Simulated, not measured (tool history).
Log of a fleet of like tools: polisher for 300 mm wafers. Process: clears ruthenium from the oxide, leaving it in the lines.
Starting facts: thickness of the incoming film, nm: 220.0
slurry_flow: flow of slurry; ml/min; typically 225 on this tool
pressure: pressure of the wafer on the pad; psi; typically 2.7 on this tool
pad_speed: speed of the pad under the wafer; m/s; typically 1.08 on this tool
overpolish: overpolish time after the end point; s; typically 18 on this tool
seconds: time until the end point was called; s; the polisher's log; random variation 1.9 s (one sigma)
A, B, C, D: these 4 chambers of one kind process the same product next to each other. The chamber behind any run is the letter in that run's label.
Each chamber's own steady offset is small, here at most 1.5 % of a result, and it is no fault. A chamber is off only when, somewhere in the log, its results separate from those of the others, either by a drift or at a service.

run,hour,slurry_flow,pressure,pad_speed,overpolish,seconds
1D,7.6,225,2.7,1.08,18,131.12
# hour 8.5: chamber A: slurry nozzle cleaned
2B,16.8,225,2.7,1.08,18,135.20
3A,22.9,225,2.7,1.08,18,131.31
# hour 23.8: chamber C: slurry nozzle cleaned
4C,31.3,225,2.7,1.08,18,131.12
5B,38.0,225,2.7,1.08,18,132.45
6A,42.6,225,2.7,1.08,18,134.94
7D,48.4,225,2.7,1.08,18,132.01
8C,53.1,225,2.7,1.08,18,133.34
# hour 59.3: chamber D: worn pad replaced by a new one
9D,61.0,225,2.7,1.08,18,131.84
10A,69.8,225,2.7,1.08,18,134.84
# hour 71.3: chamber D: head pressure recalibrated
11B,78.8,225,2.7,1.08,18,131.96
12C,84.9,225,2.7,1.08,18,130.01
# hour 85.5: chamber B: slurry nozzle cleaned
13C,93.5,225,2.7,0.86,18,166.42
14B,102.4,225,2.7,0.86,18,168.70
# hour 108.3: chamber B: worn pad replaced by a new one
15A,109.1,225,2.7,0.86,18,168.08
# hour 114.1: chamber C: worn pad replaced by a new one
16D,117.0,225,2.7,0.86,18,168.79
# hour 118.0: chamber B: head pressure recalibrated
17B,126.2,225,2.7,1.08,18,148.29
18D,134.9,225,2.7,1.08,18,134.13
19A,141.9,225,2.7,1.08,18,132.59
20C,146.7,225,2.7,1.08,18,133.11
# hour 148.8: chamber D: slurry nozzle cleaned
21D,154.7,225,2.7,1.08,18,132.36
22A,161.0,225,2.7,1.08,18,132.62
# hour 163.6: chamber C: head pressure recalibrated
23B,167.0,225,2.7,1.08,18,155.64
24C,173.4,225,2.7,1.08,18,129.13
25D,179.6,225,2.7,1.08,18,129.50
26A,187.7,225,2.7,1.08,18,129.48
27C,196.7,225,2.7,1.08,18,131.71
# hour 197.8: chamber D: worn pad replaced by a new one
28B,204.5,155,2.7,1.08,10,160.24
29C,211.4,155,2.7,1.08,10,138.14
30A,218.1,155,2.7,1.08,10,141.91
# hour 221.0: chamber A: worn pad replaced by a new one
# hour 221.5: chamber B: worn pad replaced by a new one
31B,226.9,155,2.7,1.08,10,160.39
32D,232.9,225,2.7,1.40,18,104.04
33B,241.2,225,2.7,1.40,18,117.30
34D,250.3,225,2.7,1.40,18,101.75
35C,259.6,225,2.7,1.40,18,101.73
36A,265.2,225,2.7,1.08,18,131.54
37C,269.4,225,2.7,1.08,18,132.33

Has any chamber moved away from the others, gradually or after a service, or does the common gauge drift, or do the chambers differ only by their own small steady offsets? State the chamber and the most likely cause if one applies.

A service on chamber B put it out of line with the rest.
Likeliest cause: head's pressure below its setpoint, % = 11.3.

Below are 4 candidate recipes for chamber B's next run, each the usual settings with a change, their results shown as question marks. Which of them brings B's results back in line with what the other chambers give on the usual settings?
In line here means within this much of the mean the other chambers give on the usual settings: seconds 6.70 s
38B-1,276.0,225,3.6,1.08,18,?
38B-2,276.0,220,2.4,1.08,18,?
38B-3,276.0,225,2.9,1.16,18,?
38B-4,276.0,215,2.7,0.82,18,?

What the other chambers average on the usual settings: seconds 132.58 s
run,seconds
38B-1,114.00
38B-2,172.48
38B-3,132.23
38B-4,201.36
The answer is 38B-3, which returns the chamber to within the allowed miss of the others.

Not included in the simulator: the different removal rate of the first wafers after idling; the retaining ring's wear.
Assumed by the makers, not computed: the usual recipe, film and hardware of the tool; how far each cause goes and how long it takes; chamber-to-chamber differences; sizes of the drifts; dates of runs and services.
